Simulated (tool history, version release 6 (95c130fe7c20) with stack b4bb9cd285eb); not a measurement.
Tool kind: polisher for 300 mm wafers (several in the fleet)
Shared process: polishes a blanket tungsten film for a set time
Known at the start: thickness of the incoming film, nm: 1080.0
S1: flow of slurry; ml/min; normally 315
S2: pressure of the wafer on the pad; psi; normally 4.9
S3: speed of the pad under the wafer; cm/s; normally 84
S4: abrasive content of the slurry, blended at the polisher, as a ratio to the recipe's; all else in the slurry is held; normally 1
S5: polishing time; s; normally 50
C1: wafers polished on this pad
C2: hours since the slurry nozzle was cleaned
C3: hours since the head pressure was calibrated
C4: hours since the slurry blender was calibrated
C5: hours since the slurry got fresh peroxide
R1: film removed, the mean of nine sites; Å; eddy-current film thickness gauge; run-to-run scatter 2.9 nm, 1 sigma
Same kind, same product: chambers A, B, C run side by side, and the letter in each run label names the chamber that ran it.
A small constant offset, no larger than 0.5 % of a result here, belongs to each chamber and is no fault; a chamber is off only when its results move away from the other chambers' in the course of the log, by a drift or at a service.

| run | hour | S1 | S2 | S3 | S4 | S5 | C1 | C2 | C3 | C4 | C5 | R1 |
|---|---|---|---|---|---|---|---|---|---|---|---|---|
|  | 7.4 | chamber A: worn pad replaced by a new one |
| 1A | 8.8 | 315 | 4.9 | 84 | 1 | 50 | 18 | 207.5 | 74.7 | 84.9 | 83.8 | 2209.5 |
|  | 15.4 | chamber B: worn pad replaced by a new one |
| 2C | 19.8 | 315 | 4.9 | 84 | 1 | 50 | 522 | 287.9 | 186.8 | 467.5 | 57.6 | 2193.4 |
|  | 21.4 | chamber B: slurry blender recalibrated |
|  | 32 | chamber B: slurry tank refilled with fresh slurry and peroxide |
| 3B | 33.5 | 315 | 4.9 | 84 | 1 | 50 | 224 | 222.1 | 125.7 | 12.2 | 1.6 | 2134 |
|  | 36.5 | chamber A: slurry tank refilled with fresh slurry and peroxide |
| 4A | 41.6 | 315 | 4.9 | 84 | 1 | 50 | 424 | 240.3 | 107.5 | 117.7 | 5.1 | 2223 |
|  | 42.9 | chamber C: slurry blender recalibrated |
| 5B | 49.4 | 315 | 4.9 | 84 | 1 | 50 | 421 | 238 | 141.6 | 28.1 | 17.5 | 2187.2 |
|  | 51.7 | chamber C: worn pad replaced by a new one |
| 6C | 60 | 315 | 4.9 | 84 | 1 | 50 | 103 | 328.1 | 227 | 17.2 | 97.8 | 2226.5 |
| 7C | 71.9 | 315 | 4.9 | 84 | 1 | 50 | 251 | 340 | 238.9 | 29.1 | 109.7 | 2135.5 |
|  | 83.1 | chamber B: worn pad replaced by a new one |
| 8A | 84.4 | 315 | 4.9 | 84 | 1 | 50 | 955 | 283.1 | 150.3 | 160.5 | 47.9 | 2185.3 |
|  | 92.3 | chamber C: slurry nozzle cleaned |
| 9B | 94.5 | 315 | 4.9 | 84 | 1 | 50 | 142 | 283.1 | 186.7 | 73.2 | 62.6 | 2188.5 |
| 10A | 108.1 | 315 | 4.9 | 84 | 1 | 50 | 1249 | 306.8 | 174 | 184.2 | 71.6 | 2232.5 |
| 11C | 116.2 | 315 | 4.9 | 84 | 1 | 50 | 800 | 23.9 | 283.2 | 73.4 | 154 | 2170.3 |
|  | 119.7 | chamber A: worn pad replaced by a new one |
| 12B | 128.3 | 315 | 4.9 | 84 | 1 | 50 | 561 | 316.9 | 220.5 | 107 | 96.4 | 2207.7 |
|  | 130.2 | chamber C: worn pad replaced by a new one |
| 13C | 141.9 | 315 | 4.9 | 84 | 1 | 50 | 145 | 49.6 | 308.9 | 99.1 | 179.7 | 2181.6 |
| 14A | 154.2 | 315 | 4.9 | 84 | 1.25 | 50 | 427 | 352.9 | 220.1 | 230.3 | 117.7 | 2325.9 |
|  | 160.1 | chamber B: worn pad replaced by a new one |
| 15B | 163.7 | 315 | 4.9 | 84 | 1.25 | 50 | 45 | 352.3 | 255.9 | 142.4 | 131.8 | 2362 |
| 16C | 174.1 | 315 | 4.9 | 84 | 1.25 | 50 | 544 | 81.8 | 341.1 | 131.3 | 211.9 | 2282.6 |
|  | 175.7 | chamber A: slurry blender recalibrated |
|  | 178.9 | chamber A: slurry tank refilled with fresh slurry and peroxide |
| 17A | 186.4 | 315 | 4.9 | 84 | 1 | 50 | 827 | 385.1 | 252.3 | 10.8 | 7.6 | 2206.6 |
|  | 192.6 | chamber B: slurry blender recalibrated |
| 18B | 198.8 | 315 | 4.9 | 84 | 1 | 50 | 480 | 387.4 | 291 | 6.3 | 166.9 | 2265.9 |
|  | 207.7 | chamber C: worn pad replaced by a new one |
| 19A | 210.5 | 315 | 4.9 | 84 | 1 | 50 | 1125 | 409.2 | 276.4 | 34.9 | 31.7 | 2220.3 |
|  | 214.7 | chamber A: worn pad replaced by a new one |
| 20B | 218.1 | 370 | 4.9 | 74 | 1 | 50 | 720 | 406.7 | 310.3 | 25.6 | 186.2 | 1923 |
|  | 223.3 | chamber B: worn pad replaced by a new one |
| 21C | 226.5 | 370 | 4.9 | 74 | 1 | 50 | 233 | 134.2 | 393.5 | 183.7 | 264.3 | 1890.9 |
| 22C | 233.6 | 370 | 4.9 | 74 | 1 | 50 | 321 | 141.3 | 400.6 | 190.8 | 271.4 | 1851.1 |
| 23B | 241.6 | 315 | 4.9 | 84 | 1 | 50 | 226 | 430.2 | 333.8 | 49.1 | 209.7 | 2211.6 |
| 24A | 247.8 | 315 | 4.9 | 84 | 1 | 50 | 411 | 446.5 | 313.7 | 72.2 | 69 | 2215.4 |
|  | 249 | chamber B: slurry tank refilled with fresh slurry and peroxide |
| 25A | 260.5 | 315 | 4.9 | 84 | 1 | 50 | 569 | 459.2 | 326.4 | 84.9 | 81.7 | 2205 |
| 26C | 266.9 | 315 | 4.9 | 84 | 1 | 50 | 734 | 174.6 | 433.9 | 224.1 | 304.7 | 2002.9 |
|  | 277.5 | chamber C: worn pad replaced by a new one |
| 27B | 280.5 | 280 | 4.9 | 84 | 0.85 | 50 | 709 | 469.1 | 372.7 | 88 | 31.5 | 2148.7 |
| 28B | 292.4 | 280 | 4.9 | 84 | 0.85 | 50 | 856 | 481 | 384.6 | 99.9 | 43.4 | 2081.8 |
|  | 300.6 | chamber B: worn pad replaced by a new one |
| 29A | 302.4 | 280 | 4.9 | 84 | 0.85 | 50 | 1088 | 501.1 | 368.3 | 126.8 | 123.6 | 2119.2 |
| 30C | 308.8 | 315 | 4.9 | 84 | 1 | 50 | 389 | 216.5 | 475.8 | 266 | 346.6 | 1953.2 |
| 31C | 316.6 | 315 | 4.9 | 102 | 1 | 33 | 485 | 224.3 | 483.6 | 273.8 | 354.4 | 1546.4 |
|  | 321.2 | chamber A: slurry tank refilled with fresh slurry and peroxide |
|  | 325.1 | chamber A: worn pad replaced by a new one |
| 32B | 327.2 | 315 | 4.9 | 102 | 1 | 33 | 330 | 515.8 | 419.4 | 134.7 | 78.2 | 1781.5 |
| 33A | 333.5 | 315 | 4.9 | 102 | 1 | 33 | 104 | 532.2 | 399.4 | 157.9 | 12.4 | 1774.9 |
| 34B | 341.2 | 415 | 4.9 | 84 | 1 | 39 | 504 | 529.8 | 433.4 | 148.7 | 92.2 | 1759.5 |
|  | 347.3 | chamber C: worn pad replaced by a new one |
| 35C | 347.9 | 415 | 4.9 | 84 | 1 | 39 | 7 | 255.6 | 514.9 | 305.1 | 385.7 | 1485.6 |
| 36A | 357.6 | 415 | 4.9 | 84 | 1 | 39 | 403 | 556.3 | 423.5 | 182 | 36.5 | 1797.5 |

Each of the 3 chambers runs these same settings next. Fill in every chamber's results:
| 37A | 367.5 | 420 | 4.9 | 84 | 1 | 50 |  |  |  |  |  | ? |
| 37B | 367.5 | 420 | 4.9 | 84 | 1 | 50 |  |  |  |  |  | ? |
| 37C | 367.5 | 420 | 4.9 | 84 | 1 | 50 |  |  |  |  |  | ? |

| run | R1 |
|---|---|
| 37A | 2230.2 |
| 37B | 2242.7 |
| 37C | 1884.4 |
